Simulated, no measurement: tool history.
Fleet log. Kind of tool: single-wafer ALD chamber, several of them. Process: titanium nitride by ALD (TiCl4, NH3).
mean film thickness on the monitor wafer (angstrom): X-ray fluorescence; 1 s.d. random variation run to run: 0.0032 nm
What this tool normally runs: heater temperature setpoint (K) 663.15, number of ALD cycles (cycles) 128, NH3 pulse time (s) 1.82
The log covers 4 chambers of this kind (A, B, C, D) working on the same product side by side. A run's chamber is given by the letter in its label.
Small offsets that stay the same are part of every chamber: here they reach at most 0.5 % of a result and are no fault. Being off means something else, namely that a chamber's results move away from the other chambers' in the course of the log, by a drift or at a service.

run     day  heater temperature setpoint (K)  number of ALD cycles (cycles)  NH3 pulse time (s)  read-back reference wafer on the same gauge, thickness_nm  mean film thickness on the monitor wafer (angstrom)
 1C   0.262                           663.15                            128                1.82                                                       2.88                                               27.714
 2D   0.488                           663.15                            128                1.82                                                     2.8797                                               27.957
 3A     0.9                           663.15                            128                1.82                                                     2.8787                                               27.693
 4B   1.325                           663.15                            128                1.82                                                     2.8785                                               27.864
 5C   1.675                           663.15                            128                1.82                                                      2.878                                               27.736
 6D     1.9                           663.15                            128                1.82                                                     2.8785                                               27.885
 7B   2.321                           663.15                            128                1.82                                                     2.8774                                               27.888
 8A   2.788                           663.15                            128                1.82                                                     2.8786                                               27.627
 9B    3.05                           663.15                            128                1.82                                                     2.8785                                               27.868
10A   3.367                           663.15                            128                1.82                                                     2.8762                                               27.729
11C   3.854                           656.15                            128                2.04                                                      2.877                                               27.634
12D   4.158                           656.15                            128                2.04                                                     2.8756                                               27.879
13C   4.504                           656.15                            128                2.04                                                     2.8759                                               27.639
14A   4.958                           656.15                            128                2.04                                                     2.8757                                               27.623
15D    5.35                           663.15                            128                1.82                                                     2.8753                                               27.857
16B   5.638                           663.15                            128                1.82                                                      2.875                                               27.843
17A   6.021                           663.15                            128                1.82                                                     2.8746                                               27.636
18D     6.3                           663.15                            128                1.82                                                     2.8742                                               27.821
19C   6.533                           663.15                            128                1.82                                                      2.874                                               27.667
20B   6.929                           663.15                            128                1.82                                                     2.8734                                               27.886
      7.092  -- chamber A: thermocouple changed; heater temperature recalibrated
21A   7.388                           663.15                            128                1.82                                                     2.8732                                               27.676
22D   7.654                           663.15                            128                1.82                                                     2.8733                                               27.835
23C   8.142                           663.15                            128                1.82                                                     2.8722                                                27.64
24B   8.567                           663.15                            128                1.82                                                     2.8715                                               27.881
25A   8.917                           663.15                            128                1.82                                                     2.8712                                               27.681
26D   9.175                           663.15                            128                1.82                                                     2.8718                                                27.81
27B   9.446                           649.15                            128                1.18                                                     2.8711                                               26.569
28C   9.758                           649.15                            128                1.18                                                     2.8702                                               26.389
29B  10.267                           649.15                            128                1.18                                                     2.8703                                               26.603
30D  10.538                           649.15                            128                1.18                                                     2.8702                                               26.517
31A  10.958                           663.15                            128                1.82                                                     2.8703                                               27.598
32C  11.325                           663.15                            128                1.21                                                     2.8708                                               26.943
33B    11.7                           663.15                            128                1.21                                                     2.8688                                               27.152
34C  12.075                           663.15                            128                1.21                                                      2.869                                               26.939
35A  12.317                           663.15                            128                1.21                                                     2.8688                                               26.995
     12.529  -- chamber D: thermocouple changed; heater temperature recalibrated
36D  12.571                           663.15                            128                1.82                                                     2.8683                                               27.755
37D  12.875                           663.15                            128                1.82                                                     2.8683                                               27.777
38C  13.146                           663.15                            128                1.82                                                     2.8685                                               27.613
39A  13.617                           663.15                            128                1.82                                                     2.8669                                               27.627
40B    14.1                           663.15                            128                1.82                                                     2.8663                                               27.779
41D  14.425                           663.15                            128                1.82                                                     2.8664                                               27.725

Does one chamber stand apart from the rest, does the shared gauge drift, or is all well apart from small per-chamber offsets? Give the chamber and the most likely cause, where there is one.

Gauge drift. The chambers move together only on paper, and none stands off.
What lies behind it: gauge reads low (%) = 0.474.
